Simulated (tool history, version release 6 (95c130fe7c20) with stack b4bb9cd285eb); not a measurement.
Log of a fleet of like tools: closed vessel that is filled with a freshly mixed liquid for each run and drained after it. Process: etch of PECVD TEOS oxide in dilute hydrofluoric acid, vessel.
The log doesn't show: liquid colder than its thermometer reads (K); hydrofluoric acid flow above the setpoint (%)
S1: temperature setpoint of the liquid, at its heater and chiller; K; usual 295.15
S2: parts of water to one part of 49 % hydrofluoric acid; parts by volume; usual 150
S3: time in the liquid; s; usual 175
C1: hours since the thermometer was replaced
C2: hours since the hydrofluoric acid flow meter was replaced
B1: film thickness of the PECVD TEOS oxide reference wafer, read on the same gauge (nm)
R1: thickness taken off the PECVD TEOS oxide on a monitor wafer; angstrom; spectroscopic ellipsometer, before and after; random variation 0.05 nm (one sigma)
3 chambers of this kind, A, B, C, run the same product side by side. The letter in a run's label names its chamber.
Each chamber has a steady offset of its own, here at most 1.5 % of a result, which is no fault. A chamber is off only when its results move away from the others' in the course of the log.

run	hour	S1	S2	S3	C1	C2	B1	R1
1A	6.8	295.15	150	175	953.7	718	140.01	96.356
# hour 7.5: chamber C: thermometer replaced
2B	13.8	295.15	150	175	1062.5	1270.6	139.99	95.887
3C	23.3	295.15	150	175	15.8	258.7	140.01	95.894
4C	29.7	295.15	150	175	22.2	265.1	139.94	96.042
5A	36.3	295.15	150	175	983.2	747.5	139.99	95.914
6B	42.3	295.15	150	175	1091	1299.1	139.98	96.461
7A	51.5	295.15	150	175	998.4	762.7	140.02	95.996
8B	59.5	295.15	150	175	1108.2	1316.3	139.97	97.066
9C	66.9	295.15	150	175	59.4	302.3	140.01	95.9
10B	77.3	295.15	150	175	1126	1334.1	140.01	96.691
11A	82.6	295.15	150	175	1029.5	793.8	139.99	95.376
12C	90.7	295.15	150	175	83.2	326.1	139.97	95.854
13A	95.8	295.15	150	175	1042.7	807	140	96.236
14B	106.1	295.15	150	175	1154.8	1362.9	140.01	97.24
15C	113.7	295.15	150	175	106.2	349.1	140.01	95.957
16B	121.9	295.15	150	175	1170.6	1378.7	140	96.59
17A	132.9	295.15	150	175	1079.8	844.1	139.96	94.532
18C	141.5	295.15	150	175	134	376.9	139.99	95.344
19B	150.1	295.15	150	175	1198.8	1406.9	139.98	97.846
20C	155.2	295.15	150	175	147.7	390.6	140.03	96.33
21A	165.4	295.15	150	175	1112.3	876.6	140.03	93.867
22B	173.8	295.15	150	175	1222.5	1430.6	140.01	96.771
23A	180.5	295.15	150	175	1127.4	891.7	140.04	92.103
24C	185.6	295.15	150	175	178.1	421	140.01	95.538
25C	192.9	295.15	150	175	185.4	428.3	140.02	96.618
26A	202.9	295.15	80	250	1149.8	914.1	139.98	268.71
27B	209.4	295.15	80	250	1258.1	1466.2	139.98	283.17
28C	219.6	295.15	80	250	212.1	455	139.99	281.34
29B	230.5	295.15	150	175	1279.2	1487.3	139.99	97.023
# hour 231.4: chamber C: hydrofluoric acid flow meter replaced
30A	239.8	295.15	150	175	1186.7	951	139.99	91.59
31B	249.1	295.15	150	175	1297.8	1505.9	139.96	97.005
32C	259.2	295.15	150	175	251.7	27.9	140.01	95.82

Next, every chamber runs the same settings. What will each give?
33A	267.2	295.15	150	225				?
33B	267.2	295.15	150	225				?
33C	267.2	295.15	150	225				?

run	R1
33A	115.67
33B	124.4
33C	122.05
